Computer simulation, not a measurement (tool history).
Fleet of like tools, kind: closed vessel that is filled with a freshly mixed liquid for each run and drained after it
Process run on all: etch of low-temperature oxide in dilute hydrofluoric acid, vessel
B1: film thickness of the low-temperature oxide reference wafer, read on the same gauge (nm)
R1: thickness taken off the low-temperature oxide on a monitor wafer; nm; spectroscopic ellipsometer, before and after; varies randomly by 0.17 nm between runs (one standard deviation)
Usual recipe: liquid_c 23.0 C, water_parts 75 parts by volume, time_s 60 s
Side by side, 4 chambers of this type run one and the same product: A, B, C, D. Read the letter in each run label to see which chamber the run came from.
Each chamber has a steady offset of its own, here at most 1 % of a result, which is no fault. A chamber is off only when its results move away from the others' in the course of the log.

run 1A hour=4.1 | liquid_c=23.0 water_parts=75 time_s=60 | B1=120.01 | R1=21.408
run 2C hour=7.0 | liquid_c=23.0 water_parts=75 time_s=60 | B1=120.02 | R1=21.402
run 3B hour=9.3 | liquid_c=23.0 water_parts=75 time_s=60 | B1=119.99 | R1=21.216
run 4D hour=13.6 | liquid_c=23.0 water_parts=75 time_s=60 | B1=120.01 | R1=21.119
run 5C hour=16.3 | liquid_c=23.0 water_parts=75 time_s=70 | B1=120.01 | R1=24.964
run 6A hour=20.6 | liquid_c=23.0 water_parts=75 time_s=70 | B1=120.01 | R1=25.190
run 7B hour=25.2 | liquid_c=23.0 water_parts=75 time_s=70 | B1=119.98 | R1=24.846
run 8D hour=27.5 | liquid_c=23.0 water_parts=75 time_s=70 | B1=119.98 | R1=24.903
run 9A hour=30.9 | liquid_c=23.0 water_parts=75 time_s=60 | B1=120.02 | R1=21.258
run 10C hour=34.6 | liquid_c=27.0 water_parts=75 time_s=80 | B1=120.01 | R1=34.088
run 11B hour=36.7 | liquid_c=27.0 water_parts=75 time_s=80 | B1=119.99 | R1=33.502
run 12D hour=40.9 | liquid_c=27.0 water_parts=75 time_s=80 | B1=119.99 | R1=33.485
run 13D hour=43.0 | liquid_c=27.0 water_parts=75 time_s=80 | B1=120.01 | R1=33.292
run 14B hour=46.8 | liquid_c=23.0 water_parts=75 time_s=60 | B1=120.01 | R1=21.413
run 15C hour=49.9 | liquid_c=23.0 water_parts=75 time_s=60 | B1=119.99 | R1=21.998
run 16A hour=52.6 | liquid_c=23.0 water_parts=75 time_s=60 | B1=120.00 | R1=21.381
run 17D hour=57.0 | liquid_c=23.0 water_parts=75 time_s=60 | B1=120.01 | R1=21.601
run 18B hour=60.9 | liquid_c=19.0 water_parts=105 time_s=60 | B1=119.99 | R1=12.437
run 19C hour=64.3 | liquid_c=19.0 water_parts=105 time_s=60 | B1=119.99 | R1=13.173
run 20A hour=66.5 | liquid_c=19.0 water_parts=105 time_s=60 | B1=119.99 | R1=12.745
run 21A hour=70.7 | liquid_c=19.0 water_parts=105 time_s=60 | B1=120.01 | R1=12.731
run 22B hour=73.4 | liquid_c=23.0 water_parts=75 time_s=60 | B1=120.01 | R1=21.292
run 23C hour=77.7 | liquid_c=23.0 water_parts=75 time_s=60 | B1=120.00 | R1=22.902
run 24D hour=81.0 | liquid_c=27.5 water_parts=75 time_s=60 | B1=120.01 | R1=25.409

All chambers now run identical settings, listed one chamber a line with results as question marks. What results will each chamber show?
run 25A hour=84.3 | liquid_c=26.5 water_parts=75 time_s=60 | R1=?
run 25B hour=84.3 | liquid_c=26.5 water_parts=75 time_s=60 | R1=?
run 25C hour=84.3 | liquid_c=26.5 water_parts=75 time_s=60 | R1=?
run 25D hour=84.3 | liquid_c=26.5 water_parts=75 time_s=60 | R1=?

run=25A R1=24.636
run=25B R1=24.666
run=25C R1=26.367
run=25D R1=24.767
